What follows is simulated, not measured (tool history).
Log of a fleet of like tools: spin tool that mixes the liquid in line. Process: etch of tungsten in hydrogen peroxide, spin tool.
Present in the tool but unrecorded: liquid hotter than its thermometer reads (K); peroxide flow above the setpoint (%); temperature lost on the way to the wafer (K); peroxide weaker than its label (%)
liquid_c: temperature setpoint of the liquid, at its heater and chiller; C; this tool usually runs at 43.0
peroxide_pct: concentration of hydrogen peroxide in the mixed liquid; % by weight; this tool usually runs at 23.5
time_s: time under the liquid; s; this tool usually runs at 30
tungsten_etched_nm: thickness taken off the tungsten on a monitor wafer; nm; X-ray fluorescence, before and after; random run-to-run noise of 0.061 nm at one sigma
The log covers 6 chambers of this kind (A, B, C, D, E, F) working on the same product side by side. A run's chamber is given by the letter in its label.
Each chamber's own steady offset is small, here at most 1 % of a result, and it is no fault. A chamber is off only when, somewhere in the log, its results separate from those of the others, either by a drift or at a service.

run   hour  liquid_c  peroxide_pct  time_s  hours since the thermometer was replaced  hours since the peroxide flow meter was replaced  hours since the heated supply line was repaired  hours since the drum of peroxide was connected  read-back film thickness of the tungsten reference wafer, read on the same gauge (nm)  tungsten_etched_nm
 1B    3.6      43.0          23.5      30                                     851.7                                             340.9                                            277.5                                           430.3                                                                                 130.01              18.558
 2E    8.4      43.0          23.5      30                                    1331.3                                            1503.6                                            325.1                                           769.6                                                                                 129.99              18.245
 3F   11.5      43.0          23.5      30                                     109.9                                             839.6                                            187.7                                            39.9                                                                                 130.02              18.320
 4C   15.5      43.0          23.5      30                                     391.0                                             361.2                                           2393.2                                           244.7                                                                                 130.00              18.410
 5D   18.5      43.0          23.5      30                                     537.7                                            2167.3                                           2810.6                                            96.4                                                                                 130.02              18.569
      20.2  -- chamber D: peroxide flow meter replaced
 6A   24.0      36.5          23.5      30                                     576.2                                            1242.4                                           1592.0                                           366.6                                                                                 130.00              11.943
 7F   26.6      36.5          23.5      30                                     125.0                                             854.7                                            202.8                                            55.0                                                                                 129.97              11.947
 8B   31.9      36.5          23.5      30                                     880.0                                             369.2                                            305.8                                           458.6                                                                                 129.99              12.089
 9A   37.3      36.5          23.5      30                                     589.5                                            1255.7                                           1605.3                                           379.9                                                                                 130.00              11.919
10C   42.2      36.5          23.5      30                                     417.7                                             387.9                                           2419.9                                           271.4                                                                                 129.99              12.147
11D   47.4      36.5          23.5      30                                     566.6                                              27.3                                           2839.5                                           125.3                                                                                 129.97              12.032
12E   50.2      43.0          23.5      30                                    1373.1                                            1545.4                                            366.9                                           811.4                                                                                 130.00              18.198
13F   53.0      43.0          23.5      30                                     151.4                                             881.1                                            229.2                                            81.4                                                                                 130.01              18.311
14B   58.5      43.0          23.5      30                                     906.6                                             395.8                                            332.4                                           485.2                                                                                 130.00              18.387
15D   62.5      43.0          23.5      30                                     581.7                                              42.4                                           2854.6                                           140.4                                                                                 129.99              18.618
16A   65.4      43.0          23.5      30                                     617.6                                            1283.8                                           1633.4                                           408.0                                                                                 130.01              18.385
17C   69.5      43.0          23.5      30                                     445.0                                             415.2                                           2447.2                                           298.7                                                                                 129.97              18.710
18E   75.0      43.0          23.5      30                                    1397.9                                            1570.2                                            391.7                                           836.2                                                                                 130.00              18.193
19F   80.1      43.0          23.5      30                                     178.5                                             908.2                                            256.3                                           108.5                                                                                 129.99              18.384
20B   83.3      43.0          23.5      30                                     931.4                                             420.6                                            357.2                                           510.0                                                                                 130.02              18.492
21A   86.3      43.0          23.5      30                                     638.5                                            1304.7                                           1654.3                                           428.9                                                                                 130.00              18.396
22E   90.6      43.0          23.5      30                                    1413.5                                            1585.8                                            407.3                                           851.8                                                                                 129.99              18.137
23C   95.9      51.5          23.5      15                                     471.4                                             441.6                                           2473.6                                           325.1                                                                                 129.99              15.957
24D  100.8      51.5          23.5      15                                     620.0                                              80.7                                           2892.9                                           178.7                                                                                 130.00              15.800
25D  104.8      51.5          23.5      15                                     624.0                                              84.7                                           2896.9                                           182.7                                                                                 130.01              15.926
26B  108.0      51.5          23.5      15                                     956.1                                             445.3                                            381.9                                           534.7                                                                                 130.00              15.646
27C  112.1      51.5          23.5      15                                     487.6                                             457.8                                           2489.8                                           341.3                                                                                 130.02              16.018
28A  117.6      51.5          23.5      15                                     669.8                                            1336.0                                           1685.6                                           460.2                                                                                 130.02              15.751
29F  120.4      43.0          23.5      30                                     218.8                                             948.5                                            296.6                                           148.8                                                                                 129.99              18.317
30E  124.3      43.0          23.5      30                                    1447.2                                            1619.5                                            441.0                                           885.5                                                                                 129.99              18.150
31E  129.4      43.0          23.5      30                                    1452.3                                            1624.6                                            446.1                                           890.6                                                                                 130.01              18.164
32C  134.9      43.0          23.5      50                                     510.4                                             480.6                                           2512.6                                           364.1                                                                                 130.01              31.668
33F  139.7      43.0          23.5      50                                     238.1                                             967.8                                            315.9                                           168.1                                                                                 129.99              30.542
34A  144.8      43.0          23.5      50                                     697.0                                            1363.2                                           1712.8                                           487.4                                                                                 130.00              30.622
35B  149.3      43.0          23.5      50                                     997.4                                             486.6                                            423.2                                           576.0                                                                                 130.00              30.657
36D  154.8      43.0          23.5      50                                     674.0                                             134.7                                           2946.9                                           232.7                                                                                 130.01              30.890
37A  160.2      43.0          23.5      50                                     712.4                                            1378.6                                           1728.2                                           502.8                                                                                 130.00              30.694

All 6 chambers run these settings next. Forecast each chamber's results:
38A  164.2      50.0          23.5      30                                                                                                                                                                                                                                                                                                       ?
38B  164.2      50.0          23.5      30                                                                                                                                                                                                                                                                                                       ?
38C  164.2      50.0          23.5      30                                                                                                                                                                                                                                                                                                       ?
38D  164.2      50.0          23.5      30                                                                                                                                                                                                                                                                                                       ?
38E  164.2      50.0          23.5      30                                                                                                                                                                                                                                                                                                       ?
38F  164.2      50.0          23.5      30                                                                                                                                                                                                                                                                                                       ?

run  tungsten_etched_nm
38A              28.504
38B              28.511
38C              29.831
38D              28.870
38E              28.284
38F              28.706

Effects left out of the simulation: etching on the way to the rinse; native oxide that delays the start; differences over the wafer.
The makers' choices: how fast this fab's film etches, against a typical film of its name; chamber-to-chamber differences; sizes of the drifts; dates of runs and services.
